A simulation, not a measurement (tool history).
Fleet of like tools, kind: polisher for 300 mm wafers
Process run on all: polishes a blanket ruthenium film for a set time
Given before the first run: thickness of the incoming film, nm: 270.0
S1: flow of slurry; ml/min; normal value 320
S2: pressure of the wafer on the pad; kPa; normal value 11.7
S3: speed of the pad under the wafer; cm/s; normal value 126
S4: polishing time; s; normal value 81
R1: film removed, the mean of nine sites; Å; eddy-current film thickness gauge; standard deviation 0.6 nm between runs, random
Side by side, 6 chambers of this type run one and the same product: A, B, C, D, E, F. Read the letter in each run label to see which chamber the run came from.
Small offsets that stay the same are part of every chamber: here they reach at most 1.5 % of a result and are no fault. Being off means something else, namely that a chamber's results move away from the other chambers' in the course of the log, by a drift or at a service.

run 1C hour=4.5 | S1=320 S2=11.7 S3=126 S4=81 | R1=787.71
run 2E hour=9 | S1=320 S2=11.7 S3=126 S4=81 | R1=802.63
run 3B hour=13.4 | S1=320 S2=11.7 S3=126 S4=81 | R1=799.96
run 4D hour=17 | S1=320 S2=11.7 S3=126 S4=81 | R1=789.66
-- hour=20.2 chamber F: worn pad replaced by a new one
run 5A hour=21.5 | S1=230 S2=11.7 S3=126 S4=68 | R1=634.35
run 6F hour=25 | S1=230 S2=11.7 S3=126 S4=68 | R1=658.9
run 7E hour=27.8 | S1=230 S2=11.7 S3=126 S4=68 | R1=651.24
run 8F hour=32.1 | S1=230 S2=11.7 S3=126 S4=68 | R1=656.69
run 9D hour=36 | S1=230 S2=11.7 S3=126 S4=68 | R1=638.55
-- hour=36.5 chamber B: head pressure recalibrated
-- hour=38.2 chamber C: worn pad replaced by a new one
run 10B hour=41.4 | S1=230 S2=11.7 S3=126 S4=68 | R1=647.36
-- hour=42.4 chamber C: head pressure recalibrated
run 11A hour=44 | S1=320 S2=11.7 S3=126 S4=81 | R1=791.16
-- hour=45.1 chamber B: worn pad replaced by a new one
run 12C hour=47.8 | S1=320 S2=11.7 S3=126 S4=81 | R1=785.84
-- hour=50.2 chamber A: worn pad replaced by a new one
run 13D hour=51.5 | S1=320 S2=11.7 S3=126 S4=81 | R1=787.77
run 14C hour=54.3 | S1=320 S2=11.7 S3=126 S4=81 | R1=786.36
run 15A hour=59.4 | S1=320 S2=11.7 S3=126 S4=81 | R1=797.82
run 16B hour=64.8 | S1=320 S2=11.7 S3=126 S4=81 | R1=799.98
run 17E hour=67.9 | S1=320 S2=11.7 S3=126 S4=81 | R1=793.04
run 18F hour=70.7 | S1=320 S2=11.7 S3=126 S4=105 | R1=1048.8
-- hour=75.2 chamber D: worn pad replaced by a new one
run 19C hour=75.9 | S1=320 S2=11.7 S3=126 S4=105 | R1=1031.2
run 20A hour=79.3 | S1=320 S2=11.7 S3=126 S4=105 | R1=1039.4
run 21F hour=83.7 | S1=320 S2=11.7 S3=126 S4=105 | R1=1043.7
-- hour=83.8 chamber F: worn pad replaced by a new one
run 22B hour=87.8 | S1=320 S2=11.7 S3=126 S4=105 | R1=1028.8
run 23E hour=92.8 | S1=320 S2=11.7 S3=126 S4=105 | R1=1004.5
-- hour=96 chamber C: worn pad replaced by a new one
run 24D hour=96.7 | S1=320 S2=11.7 S3=126 S4=81 | R1=780.94
run 25C hour=102.3 | S1=320 S2=11.7 S3=126 S4=81 | R1=777.68
run 26E hour=105.8 | S1=320 S2=11.7 S3=126 S4=81 | R1=764.24
run 27D hour=108.7 | S1=320 S2=11.7 S3=126 S4=81 | R1=786.94
run 28B hour=112.1 | S1=395 S2=11.7 S3=126 S4=67 | R1=667.44
run 29F hour=117.6 | S1=395 S2=11.7 S3=126 S4=67 | R1=672.76
run 30A hour=123.2 | S1=395 S2=11.7 S3=126 S4=67 | R1=664.4
run 31C hour=126.9 | S1=395 S2=11.7 S3=126 S4=67 | R1=667.75
-- hour=127.6 chamber B: worn pad replaced by a new one
-- hour=128 chamber A: worn pad replaced by a new one
run 32D hour=129.6 | S1=395 S2=11.7 S3=126 S4=67 | R1=665.15
-- hour=134.3 chamber F: worn pad replaced by a new one
run 33B hour=134.6 | S1=395 S2=11.7 S3=126 S4=67 | R1=663.8
run 34E hour=137.7 | S1=320 S2=11.7 S3=126 S4=81 | R1=747.18
run 35F hour=140.3 | S1=320 S2=11.7 S3=126 S4=81 | R1=799.21
run 36A hour=144.9 | S1=320 S2=11.7 S3=126 S4=81 | R1=784
run 37A hour=148.3 | S1=320 S2=11.7 S3=126 S4=81 | R1=792.88
run 38F hour=151 | S1=320 S2=11.7 S3=126 S4=81 | R1=803.08
-- hour=153.2 chamber C: worn pad replaced by a new one
run 39B hour=156 | S1=320 S2=11.7 S3=126 S4=81 | R1=793.21
run 40E hour=158.7 | S1=320 S2=11.7 S3=126 S4=81 | R1=725.69
run 41C hour=162.7 | S1=320 S2=11.7 S3=126 S4=81 | R1=776.7

Is one chamber off against the others, does the gauge drift, or is nothing wrong? If a chamber is off, say which, and what the likeliest cause is.

Little by little, chamber E moves away from the other chambers.
What lies behind it: removal rate lost through wear of the pad, % = 10.4.
Not necessarily distinguishable in this log from: head's pressure below its setpoint, %.

Which of the 4 candidates below, each the usual settings with something changed and its results left as question marks, puts chamber E back in line with what the other chambers give on the usual settings?
Maximum distance from the other chambers' mean on the usual settings for a result to count as in line: R1 21 Å
run 42E-1 hour=166.8 | S1=320 S2=11.7 S3=128 S4=82 | R1=?
run 42E-2 hour=166.8 | S1=320 S2=11.7 S3=124 S4=80 | R1=?
run 42E-3 hour=166.8 | S1=320 S2=11 S3=126 S4=78 | R1=?
run 42E-4 hour=166.8 | S1=320 S2=11.7 S3=138 S4=81 | R1=?

Average result of the remaining chambers running the usual settings: R1 794.19 Å
run=42E-1 R1=741.92
run=42E-2 R1=701.53
run=42E-3 R1=654.57
run=42E-4 R1=789.28
Change 42E-4 lands the chamber within the allowed miss of the other chambers.

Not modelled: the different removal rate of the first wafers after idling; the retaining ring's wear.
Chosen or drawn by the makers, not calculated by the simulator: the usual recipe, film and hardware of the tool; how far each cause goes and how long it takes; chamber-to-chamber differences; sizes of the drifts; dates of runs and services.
